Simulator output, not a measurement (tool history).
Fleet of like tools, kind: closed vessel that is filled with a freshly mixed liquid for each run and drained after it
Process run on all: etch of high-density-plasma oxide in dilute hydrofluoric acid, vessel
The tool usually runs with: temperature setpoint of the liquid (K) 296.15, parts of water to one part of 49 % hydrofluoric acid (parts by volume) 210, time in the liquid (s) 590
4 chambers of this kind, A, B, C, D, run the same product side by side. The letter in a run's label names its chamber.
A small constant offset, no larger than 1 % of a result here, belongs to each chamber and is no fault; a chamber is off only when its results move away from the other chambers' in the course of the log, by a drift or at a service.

run	hour	temperature setpoint of the liquid (K)	parts of water to one part of 49 % hydrofluoric acid (parts by volume)	time in the liquid (s)	hours since the thermometer was replaced	hours since the hydrofluoric acid flow meter was replaced	read-back film thickness of the high-density-plasma oxide reference wafer, read on the same gauge (nm)	thickness taken off the high-density-plasma oxide on a monitor wafer (angstrom)
1A	5.9	296.15	210	590	670.5	555.3	150.02	121.750
2B	16.0	296.15	210	590	426.3	1462.1	149.99	121.070
3D	28.2	296.15	210	590	191.8	1331.5	150.00	121.160
4C	38.1	296.15	210	590	307.2	174.0	149.99	121.390
5D	47.0	296.15	210	590	210.6	1350.3	149.99	121.490
6C	57.0	296.15	210	590	326.1	192.9	150.03	123.180
7A	69.9	296.15	210	590	734.5	619.3	149.98	122.170
8B	81.9	296.15	210	590	492.2	1528.0	149.98	120.890
9D	90.5	296.15	210	590	254.1	1393.8	150.03	120.530
10A	96.2	296.15	210	925	760.8	645.6	150.04	191.730
11B	107.7	296.15	210	925	518.0	1553.8	150.01	189.230
12C	116.1	296.15	210	925	385.2	252.0	150.00	191.380
13A	124.7	296.15	210	925	789.3	674.1	150.00	193.830
14C	135.8	296.15	210	590	404.9	271.7	150.03	123.240
15D	147.6	296.15	210	590	311.2	1450.9	150.04	121.050
16B	154.6	296.15	210	590	564.9	1600.7	150.01	121.180
17D	165.4	296.15	280	590	329.0	1468.7	150.01	84.780
18A	172.7	296.15	280	590	837.3	722.1	149.98	86.850
19B	180.0	296.15	280	590	590.3	1626.1	150.01	84.863
20C	190.1	296.15	280	590	459.2	326.0	150.02	85.517
21B	202.0	296.15	210	590	612.3	1648.1	149.98	121.500
22A	208.6	296.15	210	730	873.2	758.0	149.99	153.600
23C	221.3	296.15	210	730	490.4	357.2	150.01	150.640
24D	231.1	296.15	210	730	394.7	1534.4	150.00	149.770
25C	240.4	296.15	210	730	509.5	376.3	150.01	151.220
26D	252.0	296.15	210	590	415.6	1555.3	150.01	121.290
27B	262.7	297.65	310	590	673.0	1708.8	149.99	78.290
28A	273.6	297.65	310	590	938.2	823.0	149.99	82.100
29B	286.4	297.65	310	590	696.7	1732.5	149.98	77.909
30C	299.5	297.65	310	590	568.6	435.4	150.00	78.803
31D	308.1	296.15	210	590	471.7	1611.4	150.03	120.220

What goes on in this fleet: one chamber off, a drifting gauge, or nothing beyond the chambers' own small offsets? Name the chamber and the cause, if any.

It is chamber A that slowly wanders off from its peers.
What lies behind it: hydrofluoric acid flow above the setpoint (%) = 3.61.
The log may not tell that from: liquid hotter than its thermometer reads (K).

Which of the 4 candidates below, each the usual settings with something changed and its results left as question marks, puts chamber A back in line with what the other chambers give on the usual settings?
Counts as in line when no further than this from what the other chambers average on the usual settings: thickness taken off the high-density-plasma oxide on a monitor wafer (angstrom) 1.900
32A-1	317.5	298.65	210	590				?
32A-2	317.5	296.15	220	565				?
32A-3	317.5	296.15	210	615				?
32A-4	317.5	296.15	210	565				?

The other chambers' mean on the usual settings: thickness taken off the high-density-plasma oxide on a monitor wafer (angstrom) 121.650
run	thickness taken off the high-density-plasma oxide on a monitor wafer (angstrom)
32A-1	139.970
32A-2	115.350
32A-3	132.890
32A-4	122.080
With 32A-4, the chamber falls back in line with the rest.

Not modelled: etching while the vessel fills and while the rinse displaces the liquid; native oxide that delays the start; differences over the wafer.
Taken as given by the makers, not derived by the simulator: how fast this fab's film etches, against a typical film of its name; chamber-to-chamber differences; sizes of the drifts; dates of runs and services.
